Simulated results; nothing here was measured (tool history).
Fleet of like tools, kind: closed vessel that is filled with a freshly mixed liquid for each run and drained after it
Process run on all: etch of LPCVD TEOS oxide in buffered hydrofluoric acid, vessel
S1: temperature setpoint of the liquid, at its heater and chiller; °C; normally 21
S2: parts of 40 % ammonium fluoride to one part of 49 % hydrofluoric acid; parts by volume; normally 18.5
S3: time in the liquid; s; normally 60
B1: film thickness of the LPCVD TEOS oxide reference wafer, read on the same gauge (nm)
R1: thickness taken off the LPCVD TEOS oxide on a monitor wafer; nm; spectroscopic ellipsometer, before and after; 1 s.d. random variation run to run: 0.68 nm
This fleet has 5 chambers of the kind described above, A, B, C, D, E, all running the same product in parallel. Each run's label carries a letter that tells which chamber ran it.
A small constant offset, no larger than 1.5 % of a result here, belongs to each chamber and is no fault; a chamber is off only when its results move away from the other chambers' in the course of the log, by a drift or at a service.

Run 1E, hour 4.5: usual settings; B1 99.978. Result: R1 84.133 nm.
Run 2A, hour 12.1: usual settings; B1 100.01. Result: R1 83.962 nm.
Run 3D, hour 15.8: usual settings; B1 99.999. Result: R1 84.98 nm.
Run 4B, hour 21.8: usual settings; B1 99.973. Result: R1 82.446 nm.
Run 5C, hour 29.7: usual settings; B1 100.01. Result: R1 83.982 nm.
Run 6D, hour 37.3: usual settings but S2 11.5 parts by volume, S3 35 s; B1 100.06. Result: R1 80.087 nm.
Run 7C, hour 41.8: usual settings but S2 11.5 parts by volume, S3 35 s; B1 99.961. Result: R1 78.85 nm.
At hour 43.1: chamber B: hydrofluoric acid flow meter replaced.
Run 8B, hour 49.7: usual settings but S2 11.5 parts by volume, S3 35 s; B1 100. Result: R1 76.129 nm.
Run 9A, hour 54.8: usual settings but S2 11.5 parts by volume, S3 35 s; B1 100.02. Result: R1 79.408 nm.
Run 10E, hour 62.6: usual settings but S2 11.5 parts by volume, S3 35 s; B1 100.01. Result: R1 78.693 nm.
Run 11A, hour 69.1: usual settings; B1 99.979. Result: R1 84.283 nm.
Run 12B, hour 73.3: usual settings; B1 100.01. Result: R1 83.095 nm.
Run 13C, hour 79.4: usual settings but S1 25 °C, S3 80 s; B1 99.983. Result: R1 141.56 nm.
Run 14E, hour 86.3: usual settings but S1 25 °C, S3 80 s; B1 99.988. Result: R1 140.63 nm.
Run 15D, hour 92: usual settings but S1 25 °C, S3 80 s; B1 99.947. Result: R1 140.84 nm.
Run 16C, hour 100: usual settings but S1 25 °C, S3 80 s; B1 100.03. Result: R1 139.53 nm.
Run 17D, hour 108.4: usual settings but S1 25 °C, S3 80 s; B1 99.992. Result: R1 143.47 nm.
Run 18B, hour 113.3: usual settings; B1 99.974. Result: R1 84.261 nm.
Run 19A, hour 117.1: usual settings but S1 18.5 °C; B1 100.01. Result: R1 74.349 nm.
Run 20E, hour 122.2: usual settings but S1 18.5 °C; B1 100.02. Result: R1 71.906 nm.
Run 21D, hour 128.7: usual settings but S1 18.5 °C; B1 99.953. Result: R1 73.352 nm.
Run 22B, hour 135.1: usual settings but S1 18.5 °C; B1 100.02. Result: R1 72.479 nm.
Run 23A, hour 139.6: usual settings but S1 18.5 °C; B1 99.98. Result: R1 73.234 nm.
Run 24E, hour 148: usual settings; B1 99.949. Result: R1 83.135 nm.
Run 25C, hour 154.2: usual settings but S1 18.5 °C; B1 100.02. Result: R1 75.325 nm.
Run 26D, hour 160.6: usual settings but S1 18.5 °C; B1 99.935. Result: R1 73.822 nm.
Run 27A, hour 167.7: usual settings but S1 18.5 °C; B1 100. Result: R1 72.675 nm.
At hour 171.3: chamber C: hydrofluoric acid flow meter replaced.
Run 28B, hour 172: usual settings but S1 18.5 °C; B1 99.991. Result: R1 72.833 nm.
Run 29E, hour 178.6: usual settings but S1 18.5 °C; B1 100.02. Result: R1 73.199 nm.
Run 30C, hour 186.5: usual settings but S1 18.5 °C, S2 23.5 parts by volume; B1 100.05. Result: R1 60.839 nm.
Run 31D, hour 190.4: usual settings but S1 18.5 °C, S2 23.5 parts by volume; B1 99.981. Result: R1 61.777 nm.

Read the log: is a single chamber off, either drifting away or since a service, is the gauge that measures every chamber drifting, or is nothing wrong beyond small per-chamber offsets? Name any odd chamber and what most likely caused it.

Nothing is wrong: each chamber keeps only its own small, steady offset and the gauge holds still.

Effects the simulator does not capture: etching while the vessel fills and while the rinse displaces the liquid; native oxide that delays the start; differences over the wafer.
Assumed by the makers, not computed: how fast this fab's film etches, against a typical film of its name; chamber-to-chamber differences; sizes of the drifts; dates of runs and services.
